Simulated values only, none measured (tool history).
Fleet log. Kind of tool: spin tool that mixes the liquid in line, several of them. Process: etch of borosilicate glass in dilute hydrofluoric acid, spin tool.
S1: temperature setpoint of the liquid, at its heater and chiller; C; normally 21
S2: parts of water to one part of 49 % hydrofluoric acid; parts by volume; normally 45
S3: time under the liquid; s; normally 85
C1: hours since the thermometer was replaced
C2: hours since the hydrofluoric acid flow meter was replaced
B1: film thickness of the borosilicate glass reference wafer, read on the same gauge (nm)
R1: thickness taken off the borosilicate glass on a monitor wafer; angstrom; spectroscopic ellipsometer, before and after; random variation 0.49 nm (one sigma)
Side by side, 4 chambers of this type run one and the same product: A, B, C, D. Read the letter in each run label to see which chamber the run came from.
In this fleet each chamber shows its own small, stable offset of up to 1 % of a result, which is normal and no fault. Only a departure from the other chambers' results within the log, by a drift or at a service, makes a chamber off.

run    day    S1  S2   S3      C1      C2      B1      R1
 1C  0.133    21  45   85  1571.7   104.8  130.01  567.42
 2B  0.371    21  45   85  1304.5   270.4  129.97  575.44
     0.454  -- chamber B: thermometer replaced
 3D  0.583    21  45   85   374.9   396.4  130.01  565.55
 4A  0.717    21  45   85  1951.1  1078.1     130  556.29
 5C  0.921    21  45   85  1590.6   123.7  129.98  567.98
 6D  1.054    21  45   85   386.2   407.7  130.01   562.4
 7A  1.246  17.5  45  120  1963.8  1090.8  129.97  685.98
 8B  1.496  17.5  45  120    25.1   297.4  130.01   700.1
 9A  1.712  17.5  45  120    1975    1102  129.95  683.54
10D  1.917  17.5  45  120   406.9   428.4  129.98   684.3
11B  2.088    21  45   85    39.3   311.6  129.98  569.86
12C  2.338    21  45   85  1624.6   157.7     130   568.9
13A  2.554    21  45   85  1995.2  1122.2  130.02  567.55
14D  2.775    21  45   85   427.5     449  129.96  564.75
15C  2.975    21  45   85  1639.9     173  130.01  572.73
16B  3.212    25  40   85    66.3   338.6  130.01  784.98
17A  3.367    25  40   85  2014.7  1141.7  130.02  756.77
18B  3.517    25  40   85    73.6   345.9     130  777.49
19C  3.758    25  40   85  1658.7   191.8  130.03  765.29
20D   3.95    21  45   85   455.7   477.2  129.99  556.53
21B  4.167    17  45   85    89.2   361.5  129.99  497.44
22A  4.333    17  45   85  2037.9  1164.9  129.97  473.97
23C  4.554    17  45   85  1677.8   210.9  129.96  482.73
24D  4.821    17  45   85   476.6   498.1  130.05   468.8
25B  5.033    21  45   85     110   382.3  129.95  591.95
26C    5.2    21  45   85  1693.3   226.4  129.99  569.91
27A  5.342    21  45   85  2062.1  1189.1  130.01  570.02
28D  5.479    21  45   85   492.4   513.9     130  561.42
29C  5.675    21  45   85  1704.7   237.8  130.02   567.9
30B  5.817    18  45  130   128.8   401.1  129.99  808.29
     5.983  -- chamber A: thermometer replaced
31A   6.05    18  45  130     1.6  1206.1  130.02  759.52
32D  6.279    18  45  130   511.6   533.1  129.99  740.59
33C  6.488    18  45  130  1724.2   257.3     130  759.35
34A  6.646    17  45   50    15.9  1220.4  130.03  277.92
35B  6.792    17  45   50   152.2   424.5  130.02  301.37
      6.85  -- chamber D: hydrofluoric acid flow meter replaced
36D  6.908    17  45   50   526.7     1.5  129.95  273.27
37C  7.083    17  45   50  1738.5   271.6  129.97  281.11
38D   7.25    21  45   85   534.9     9.7  129.98  551.77
39B  7.383    21  45   85   166.4   438.7     130  616.79
40A   7.65    21  45   85      40  1244.5     130  562.36
41A  7.867    21  45   85    45.2  1249.7  130.03   563.1
42B  8.117    21  45   85     184   456.3     130  619.18
43C  8.354    21  45   85    1769   302.1  129.97  568.03

Has any chamber moved away from the others, gradually or after a service, or does the common gauge drift, or do the chambers differ only by their own small steady offsets? State the chamber and the most likely cause if one applies.

It is chamber B that slowly wanders off from its peers.
Cause: hydrofluoric acid flow above the setpoint (%) = 8.08.
Not necessarily distinguishable in this log from: liquid hotter than its thermometer reads (K).

Which of the 4 candidates below, each the usual settings with something changed and its results left as question marks, puts chamber B back in line with what the other chambers give on the usual settings?
Maximum distance from the other chambers' mean on the usual settings for a result to count as in line: R1 17 angstrom
44B-1  8.546  20.5  45  80               ?
44B-2  8.546    20  45  85               ?
44B-3  8.546    23  45  85               ?
44B-4  8.546    22  45  85               ?

Usual-settings mean across the other chambers: R1 563.3 angstrom
  run      R1
44B-1  567.45
44B-2  590.44
44B-3  669.36
44B-4  642.15
Change 44B-1 lands the chamber within the allowed miss of the other chambers.
